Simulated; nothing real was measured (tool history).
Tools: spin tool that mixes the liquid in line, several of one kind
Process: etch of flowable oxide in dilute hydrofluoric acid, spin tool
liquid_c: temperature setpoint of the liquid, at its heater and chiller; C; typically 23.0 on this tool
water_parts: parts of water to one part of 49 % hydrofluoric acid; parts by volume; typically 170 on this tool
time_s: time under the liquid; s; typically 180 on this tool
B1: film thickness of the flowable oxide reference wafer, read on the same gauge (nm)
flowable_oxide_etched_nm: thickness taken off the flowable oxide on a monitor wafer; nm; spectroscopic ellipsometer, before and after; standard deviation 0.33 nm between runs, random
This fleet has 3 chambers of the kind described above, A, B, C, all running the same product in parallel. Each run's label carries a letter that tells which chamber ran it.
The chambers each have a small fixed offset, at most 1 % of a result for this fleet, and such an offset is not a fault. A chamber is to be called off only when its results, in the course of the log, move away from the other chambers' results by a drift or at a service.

{"run": "1C", "day": 0.146, "liquid_c": 23.0, "water_parts": 170, "time_s": 180, "B1": 30.014, "flowable_oxide_etched_nm": 35.088}
{"run": "2A", "day": 0.329, "liquid_c": 23.0, "water_parts": 170, "time_s": 180, "B1": 30.012, "flowable_oxide_etched_nm": 36.012}
{"run": "3B", "day": 0.45, "liquid_c": 23.0, "water_parts": 170, "time_s": 180, "B1": 30.031, "flowable_oxide_etched_nm": 35.885}
{"run": "4A", "day": 0.612, "liquid_c": 23.0, "water_parts": 170, "time_s": 180, "B1": 30.012, "flowable_oxide_etched_nm": 35.637}
{"run": "5C", "day": 0.746, "liquid_c": 23.0, "water_parts": 170, "time_s": 180, "B1": 30.01, "flowable_oxide_etched_nm": 34.903}
{"run": "6B", "day": 0.921, "liquid_c": 23.0, "water_parts": 170, "time_s": 180, "B1": 30.017, "flowable_oxide_etched_nm": 34.407}
{"run": "7A", "day": 1.017, "liquid_c": 23.0, "water_parts": 170, "time_s": 180, "B1": 30.004, "flowable_oxide_etched_nm": 35.363}
{"run": "8C", "day": 1.167, "liquid_c": 23.0, "water_parts": 170, "time_s": 180, "B1": 30.008, "flowable_oxide_etched_nm": 35.785}
{"run": "9B", "day": 1.346, "liquid_c": 23.0, "water_parts": 170, "time_s": 180, "B1": 29.999, "flowable_oxide_etched_nm": 35.065}
{"run": "10B", "day": 1.504, "liquid_c": 23.0, "water_parts": 170, "time_s": 180, "B1": 29.991, "flowable_oxide_etched_nm": 34.956}
{"run": "11C", "day": 1.592, "liquid_c": 23.0, "water_parts": 170, "time_s": 180, "B1": 29.981, "flowable_oxide_etched_nm": 34.985}
{"run": "12A", "day": 1.738, "liquid_c": 23.0, "water_parts": 170, "time_s": 180, "B1": 30.0, "flowable_oxide_etched_nm": 36.324}
{"run": "13A", "day": 1.821, "liquid_c": 23.0, "water_parts": 170, "time_s": 180, "B1": 30.014, "flowable_oxide_etched_nm": 37.026}
{"run": "14C", "day": 1.988, "liquid_c": 23.0, "water_parts": 170, "time_s": 180, "B1": 30.006, "flowable_oxide_etched_nm": 35.44}
{"run": "15B", "day": 2.167, "liquid_c": 23.0, "water_parts": 170, "time_s": 225, "B1": 29.995, "flowable_oxide_etched_nm": 44.605}
{"run": "16B", "day": 2.275, "liquid_c": 23.0, "water_parts": 170, "time_s": 225, "B1": 29.979, "flowable_oxide_etched_nm": 44.668}
{"run": "17C", "day": 2.4, "liquid_c": 23.0, "water_parts": 170, "time_s": 225, "B1": 30.011, "flowable_oxide_etched_nm": 43.613}
{"run": "18A", "day": 2.508, "liquid_c": 25.5, "water_parts": 120, "time_s": 180, "B1": 29.999, "flowable_oxide_etched_nm": 62.773}
{"run": "19C", "day": 2.683, "liquid_c": 25.5, "water_parts": 120, "time_s": 180, "B1": 29.995, "flowable_oxide_etched_nm": 57.705}
{"run": "20A", "day": 2.825, "liquid_c": 25.5, "water_parts": 120, "time_s": 180, "B1": 29.997, "flowable_oxide_etched_nm": 61.416}
{"run": "21B", "day": 2.95, "liquid_c": 23.0, "water_parts": 170, "time_s": 180, "B1": 29.981, "flowable_oxide_etched_nm": 34.999}
{"run": "22A", "day": 3.112, "liquid_c": 23.0, "water_parts": 170, "time_s": 180, "B1": 29.997, "flowable_oxide_etched_nm": 37.683}
{"run": "23C", "day": 3.212, "liquid_c": 23.0, "water_parts": 200, "time_s": 145, "B1": 29.997, "flowable_oxide_etched_nm": 23.652}
{"run": "24B", "day": 3.304, "liquid_c": 23.0, "water_parts": 200, "time_s": 145, "B1": 29.99, "flowable_oxide_etched_nm": 23.176}
{"run": "25A", "day": 3.429, "liquid_c": 23.0, "water_parts": 200, "time_s": 145, "B1": 29.992, "flowable_oxide_etched_nm": 25.713}
{"run": "26C", "day": 3.542, "liquid_c": 23.0, "water_parts": 170, "time_s": 180, "B1": 29.991, "flowable_oxide_etched_nm": 34.913}

All chambers now run identical settings, listed one chamber a line with results as question marks. What results will each chamber show?
{"run": "27A", "day": 3.675, "liquid_c": 23.0, "water_parts": 170, "time_s": 180, "flowable_oxide_etched_nm": "?"}
{"run": "27B", "day": 3.675, "liquid_c": 23.0, "water_parts": 170, "time_s": 180, "flowable_oxide_etched_nm": "?"}
{"run": "27C", "day": 3.675, "liquid_c": 23.0, "water_parts": 170, "time_s": 180, "flowable_oxide_etched_nm": "?"}

run=27A flowable_oxide_etched_nm=38.709
run=27B flowable_oxide_etched_nm=34.974
run=27C flowable_oxide_etched_nm=35.416

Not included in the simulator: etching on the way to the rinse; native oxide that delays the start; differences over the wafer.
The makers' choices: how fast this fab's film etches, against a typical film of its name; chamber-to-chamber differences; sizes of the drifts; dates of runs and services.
